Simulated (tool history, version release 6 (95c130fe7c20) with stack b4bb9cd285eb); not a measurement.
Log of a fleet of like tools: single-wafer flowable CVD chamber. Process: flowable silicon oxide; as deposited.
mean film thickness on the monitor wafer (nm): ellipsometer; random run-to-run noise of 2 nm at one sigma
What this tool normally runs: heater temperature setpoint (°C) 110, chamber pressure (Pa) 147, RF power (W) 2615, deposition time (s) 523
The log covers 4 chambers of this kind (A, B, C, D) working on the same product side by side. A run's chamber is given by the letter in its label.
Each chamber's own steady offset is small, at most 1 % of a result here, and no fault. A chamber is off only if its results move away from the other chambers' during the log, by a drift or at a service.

run,day,heater temperature setpoint (°C),chamber pressure (Pa),RF power (W),deposition time (s),"read-back reference wafer on the same gauge, thickness_nm",mean film thickness on the monitor wafer (nm)
1D,0.604,110,147,2615,523,280.79,351.40
2A,0.950,110,147,2615,523,280.87,349.06
3C,1.617,110,147,2615,523,281.18,350.55
4B,2.046,110,147,2615,523,280.88,351.33
5A,2.638,110,147,2615,523,280.75,354.10
6B,2.971,110,147,2955,455,280.54,304.27
7C,3.379,110,147,2955,455,280.88,307.46
8D,3.962,110,147,2955,455,281.29,308.92
9C,4.508,110,147,2955,455,281.07,304.39
10A,4.804,110,147,2615,523,281.04,355.36
11B,5.317,110,147,2615,523,280.80,343.22
12D,5.683,110,147,2615,523,281.27,352.74
13A,6.346,110,147,2615,523,281.06,353.28
14D,6.962,110,147,2615,523,281.19,348.46
15C,7.408,110,147,2615,523,281.28,348.41
16B,7.808,110,147,2615,523,281.09,338.81
17B,8.208,110,167,2615,623,281.09,462.77
18A,8.621,110,167,2615,623,280.96,488.05
19C,9.108,110,167,2615,623,280.79,480.04
20D,9.550,110,167,2615,623,281.12,482.46
21A,9.950,110,147,2615,523,280.54,354.56
22D,10.583,110,147,2615,523,280.88,353.03
23B,11.129,110,147,2615,492,281.29,313.87
24C,11.467,110,147,2615,492,280.70,329.54
25A,11.912,110,147,2615,492,280.78,334.09
# day 11.983: chamber C: thermocouple changed; heater temperature recalibrated
26D,12.412,110,147,2615,492,280.60,330.77
27B,12.846,110,147,2615,523,281.09,329.08
28C,13.525,110,147,2615,595,280.85,396.38
29B,14.142,110,147,2615,595,280.95,373.33
30A,14.704,110,147,2615,595,281.12,400.60
31D,15.067,110,147,2615,595,280.80,401.09

Does one chamber stand apart from the rest, does the shared gauge drift, or is all well apart from small per-chamber offsets? Give the chamber and the most likely cause, where there is one.

One chamber, B, drifts off from the rest bit by bit.
Likeliest cause: true pressure below the setpoint (%) = 6.42.
It could be hard to tell apart here from: wafer temperature above the value expected at the setpoint (K).

Below are 4 candidate recipes for chamber B's next run, each the usual settings with a change, their results shown as question marks. Which of them brings B's results back in line with what the other chambers give on the usual settings?
Maximum distance from the other chambers' mean on the usual settings for a result to count as in line: mean film thickness on the monitor wafer (nm) 6.90
32B-1,15.554,108,149,2620,523,,?
32B-2,15.554,112,147,2610,517,,?
32B-3,15.554,111,147,2615,521,,?
32B-4,15.554,110,149,2615,528,,?

Usual-settings mean across the other chambers: mean film thickness on the monitor wafer (nm) 350.76
run,mean film thickness on the monitor wafer (nm)
32B-1,354.15
32B-2,302.09
32B-3,314.08
32B-4,335.19
32B-1 brings the chamber back in line.
